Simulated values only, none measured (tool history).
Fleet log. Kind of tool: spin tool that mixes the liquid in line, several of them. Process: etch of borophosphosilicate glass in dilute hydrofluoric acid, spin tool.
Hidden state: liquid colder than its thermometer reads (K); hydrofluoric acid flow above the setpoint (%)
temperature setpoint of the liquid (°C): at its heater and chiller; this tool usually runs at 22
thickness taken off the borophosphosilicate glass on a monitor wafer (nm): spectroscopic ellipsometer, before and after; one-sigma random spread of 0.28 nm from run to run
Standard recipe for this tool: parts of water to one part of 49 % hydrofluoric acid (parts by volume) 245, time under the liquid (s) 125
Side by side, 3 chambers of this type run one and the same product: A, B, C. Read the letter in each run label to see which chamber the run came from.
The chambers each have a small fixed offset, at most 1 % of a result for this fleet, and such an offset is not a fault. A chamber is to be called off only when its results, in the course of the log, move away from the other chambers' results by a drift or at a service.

run	day	temperature setpoint of the liquid (°C)	parts of water to one part of 49 % hydrofluoric acid (parts by volume)	time under the liquid (s)	hours since the thermometer was replaced	hours since the hydrofluoric acid flow meter was replaced	read-back film thickness of the borophosphosilicate glass reference wafer, read on the same gauge (nm)	thickness taken off the borophosphosilicate glass on a monitor wafer (nm)
1C	0.196	22	245	125	662.9	875	149.96	28.71
2B	0.354	22	245	125	111.4	897.6	149.99	28.728
3A	0.5	22	245	125	809	1930.1	150.01	28.572
4A	0.742	22	245	125	814.8	1935.9	149.99	28.318
5C	0.854	22	245	125	678.7	890.8	150.01	29.305
6B	1.058	24	245	125	128.3	914.5	150.02	30.733
# day 1.15: chamber A: hydrofluoric acid flow meter replaced
7A	1.179	24	245	125	825.3	0.7	150.05	30.487
8B	1.408	24	245	125	136.7	922.9	150.01	30.821
9C	1.633	22	245	125	697.4	909.5	149.99	28.344
10C	1.842	22	245	125	702.4	914.5	149.95	28.711
11A	1.996	22	245	160	844.9	20.3	149.98	36.854
12B	2.183	22	245	160	155.3	941.5	150	37.193
13B	2.354	22	245	160	159.4	945.6	149.99	37.694
14A	2.592	22	245	70	859.2	34.6	149.99	16.113
15C	2.833	22	245	70	726.2	938.3	150.02	16.183
16A	3.017	22	245	70	869.4	44.8	149.98	16.126
17B	3.254	22	245	125	181	967.2	150.02	29.102
18C	3.425	22	245	125	740.4	952.5	150	28.633
19C	3.554	22	245	125	743.5	955.6	149.98	28.551
20B	3.729	22	245	125	192.4	978.6	150	28.573
21A	3.942	19	245	125	891.6	67	149.99	25.7
22B	4.175	19	245	125	203.1	989.3	150	26.081
23C	4.35	19	245	125	762.6	974.7	150.03	25.436
24A	4.508	22	245	125	905.2	80.6	149.98	28.651
25B	4.662	22	245	125	214.8	1001	150.02	28.397
26C	4.771	22	245	125	772.7	984.8	149.96	28.689
27A	4.933	22	245	125	915.4	90.8	150.02	28.575
28A	5.142	22	245	125	920.4	95.8	150.01	28.338
29B	5.346	22	245	125	231.2	1017.4	149.98	28.869
30C	5.467	22	245	125	789.4	1001.5	149.98	28.595
31C	5.688	22	245	125	794.7	1006.8	149.97	28.287
32B	5.917	22	245	125	244.9	1031.1	149.98	29.344
33A	6.129	22	245	125	944.1	119.5	150.01	28.783
34A	6.325	22	245	125	948.8	124.2	149.98	28.395
35C	6.525	22	245	125	814.8	1026.9	149.99	28.774
36B	6.775	22	245	125	265.5	1051.7	149.99	28.491
37C	6.971	22	245	125	825.5	1037.6	150.04	28.634
38A	7.162	22	245	125	968.9	144.3	149.98	28.711
39B	7.321	22	245	125	278.6	1064.8	150.01	28.435

Which is it: a chamber that has drifted or been left off by a service, a gauge drift common to all chambers, or only each chamber's usual small offset? If a chamber is off, name it and its likeliest cause.

All chambers stay in line apart from their small fixed offsets, and the gauge does not drift.
